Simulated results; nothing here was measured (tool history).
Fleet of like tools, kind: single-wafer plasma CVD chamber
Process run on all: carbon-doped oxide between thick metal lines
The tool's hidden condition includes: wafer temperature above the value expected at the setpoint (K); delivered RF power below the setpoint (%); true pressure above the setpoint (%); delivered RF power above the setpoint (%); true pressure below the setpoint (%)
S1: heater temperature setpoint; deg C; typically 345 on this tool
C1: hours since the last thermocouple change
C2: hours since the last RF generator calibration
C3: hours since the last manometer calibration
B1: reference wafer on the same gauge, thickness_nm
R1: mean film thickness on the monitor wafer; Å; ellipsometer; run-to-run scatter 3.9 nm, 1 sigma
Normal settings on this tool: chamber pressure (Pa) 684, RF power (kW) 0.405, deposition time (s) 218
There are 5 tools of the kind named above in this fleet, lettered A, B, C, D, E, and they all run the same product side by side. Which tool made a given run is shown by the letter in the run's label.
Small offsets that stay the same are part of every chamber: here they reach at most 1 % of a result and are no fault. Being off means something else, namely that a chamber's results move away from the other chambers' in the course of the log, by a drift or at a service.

Run 1C, hour 4.7: usual settings; C1 1833; C2 897.9; C3 814.4; B1 938.76. Result: R1 9690.9 Å.
Run 2B, hour 8.8: usual settings; C1 746.4; C2 825.3; C3 873.2; B1 940.43. Result: R1 9591.9 Å.
Run 3E, hour 13.4: usual settings; C1 1839.2; C2 721.1; C3 290.7; B1 937.99. Result: R1 9614.3 Å.
Run 4D, hour 19.8: usual settings; C1 2330.9; C2 86.8; C3 258.9; B1 939.27. Result: R1 9602.4 Å.
Run 5A, hour 24.9: usual settings; C1 1147.6; C2 636.2; C3 1767.2; B1 938.74. Result: R1 9524.2 Å.
Run 6A, hour 30.9: usual settings; C1 1153.6; C2 642.2; C3 1773.2; B1 938.51. Result: R1 9556.5 Å.
Run 7D, hour 35.3: usual settings but S1 335 deg C, deposition time (s) 195; C1 2346.4; C2 102.3; C3 274.4; B1 938.36. Result: R1 8873.8 Å.
Run 8E, hour 39.9: usual settings but S1 335 deg C, deposition time (s) 195; C1 1865.7; C2 747.6; C3 317.2; B1 938.74. Result: R1 8934.7 Å.
Run 9B, hour 43.7: usual settings but S1 335 deg C, deposition time (s) 195; C1 781.3; C2 860.2; C3 908.1; B1 940.2. Result: R1 8833.1 Å.
Run 10C, hour 49.8: usual settings but S1 335 deg C, deposition time (s) 195; C1 1878.1; C2 943; C3 859.5; B1 939.27. Result: R1 8894.7 Å.
Run 11C, hour 56.1: usual settings but S1 335 deg C, deposition time (s) 195; C1 1884.4; C2 949.3; C3 865.8; B1 940.12. Result: R1 8891.3 Å.
Run 12A, hour 62.5: usual settings; C1 1185.2; C2 673.8; C3 1804.8; B1 939.29. Result: R1 9523.9 Å.
Run 13B, hour 69.2: usual settings but S1 336 deg C; C1 806.8; C2 885.7; C3 933.6; B1 939.24. Result: R1 9795.8 Å.
Run 14D, hour 74.8: usual settings but S1 336 deg C; C1 2385.9; C2 141.8; C3 313.9; B1 938.81. Result: R1 9863.6 Å.
Run 15E, hour 79.2: usual settings but S1 336 deg C; C1 1905; C2 786.9; C3 356.5; B1 938.05. Result: R1 9861.1 Å.
Run 16A, hour 84.9: usual settings but S1 336 deg C; C1 1207.6; C2 696.2; C3 1827.2; B1 938.71. Result: R1 9705.2 Å.
Run 17C, hour 92.2: usual settings but S1 336 deg C; C1 1920.5; C2 985.4; C3 901.9; B1 937.72. Result: R1 9927.7 Å.
Run 18E, hour 95.5: usual settings; C1 1921.3; C2 803.2; C3 372.8; B1 938.53. Result: R1 9623.9 Å.
Run 19B, hour 102.6: usual settings; C1 840.2; C2 919.1; C3 967; B1 939.38. Result: R1 9608 Å.
Run 20D, hour 107.5: usual settings but S1 337 deg C, RF power (kW) 0.37; C1 2418.6; C2 174.5; C3 346.6; B1 939.71. Result: R1 9229.8 Å.
Run 21E, hour 114.9: usual settings but S1 337 deg C, RF power (kW) 0.37; C1 1940.7; C2 822.6; C3 392.2; B1 938.78. Result: R1 9249.6 Å.
Run 22C, hour 118.9: usual settings but S1 337 deg C, RF power (kW) 0.37; C1 1947.2; C2 1012.1; C3 928.6; B1 938.27. Result: R1 9304.6 Å.
At hour 122: chamber E: thermocouple changed; heater temperature recalibrated.
Run 23D, hour 123.3: usual settings but S1 337 deg C, RF power (kW) 0.37; C1 2434.4; C2 190.3; C3 362.4; B1 939.64. Result: R1 9221.6 Å.
Run 24A, hour 129.1: usual settings but S1 337 deg C, RF power (kW) 0.37; C1 1251.8; C2 740.4; C3 1871.4; B1 938.79. Result: R1 8934.5 Å.
Run 25B, hour 133: usual settings; C1 870.6; C2 949.5; C3 997.4; B1 938.97. Result: R1 9575.3 Å.
Run 26C, hour 138.2: usual settings; C1 1966.5; C2 1031.4; C3 947.9; B1 937.59. Result: R1 9708.2 Å.
Run 27B, hour 145.7: usual settings; C1 883.3; C2 962.2; C3 1010.1; B1 938.88. Result: R1 9528.7 Å.
Run 28D, hour 149.8: usual settings; C1 2460.9; C2 216.8; C3 388.9; B1 939.21. Result: R1 9711.2 Å.
Run 29A, hour 156.8: usual settings; C1 1279.5; C2 768.1; C3 1899.1; B1 940.11. Result: R1 9358.6 Å.
Run 30E, hour 162.8: usual settings but S1 338 deg C, RF power (kW) 0.46; C1 40.8; C2 870.5; C3 440.1; B1 940.02. Result: R1 10736 Å.
Run 31B, hour 167.5: usual settings but S1 338 deg C, RF power (kW) 0.46; C1 905.1; C2 984; C3 1031.9; B1 938.48. Result: R1 10677 Å.
Run 32C, hour 172.2: usual settings but S1 338 deg C, RF power (kW) 0.46; C1 2000.5; C2 1065.4; C3 981.9; B1 938.37. Result: R1 10810 Å.
Run 33E, hour 178.5: usual settings but S1 338 deg C, RF power (kW) 0.46; C1 56.5; C2 886.2; C3 455.8; B1 938.47. Result: R1 10850 Å.
Run 34A, hour 181.9: usual settings but S1 338 deg C, RF power (kW) 0.46; C1 1304.6; C2 793.2; C3 1924.2; B1 939. Result: R1 10409 Å.
Run 35D, hour 185.6: usual settings but RF power (kW) 0.335; C1 2496.7; C2 252.6; C3 424.7; B1 939.24. Result: R1 8371.8 Å.
Run 36A, hour 192.7: usual settings but RF power (kW) 0.335; C1 1315.4; C2 804; C3 1935; B1 938.91. Result: R1 7999.4 Å.
Run 37C, hour 196.9: usual settings but RF power (kW) 0.335; C1 2025.2; C2 1090.1; C3 1006.6; B1 938.47. Result: R1 8422.4 Å.

All chambers now run identical settings, listed one chamber a line with results as question marks. What results will each chamber show?
Run 38A, hour 202.2: usual settings but S1 334 deg C. Result: R1 ?.
Run 38B, hour 202.2: usual settings but S1 334 deg C. Result: R1 ?.
Run 38C, hour 202.2: usual settings but S1 334 deg C. Result: R1 ?.
Run 38D, hour 202.2: usual settings but S1 334 deg C. Result: R1 ?.
Run 38E, hour 202.2: usual settings but S1 334 deg C. Result: R1 ?.

run      R1
38A  9537.7
38B  9890.4
38C   10111
38D  9892.2
38E  9883.3
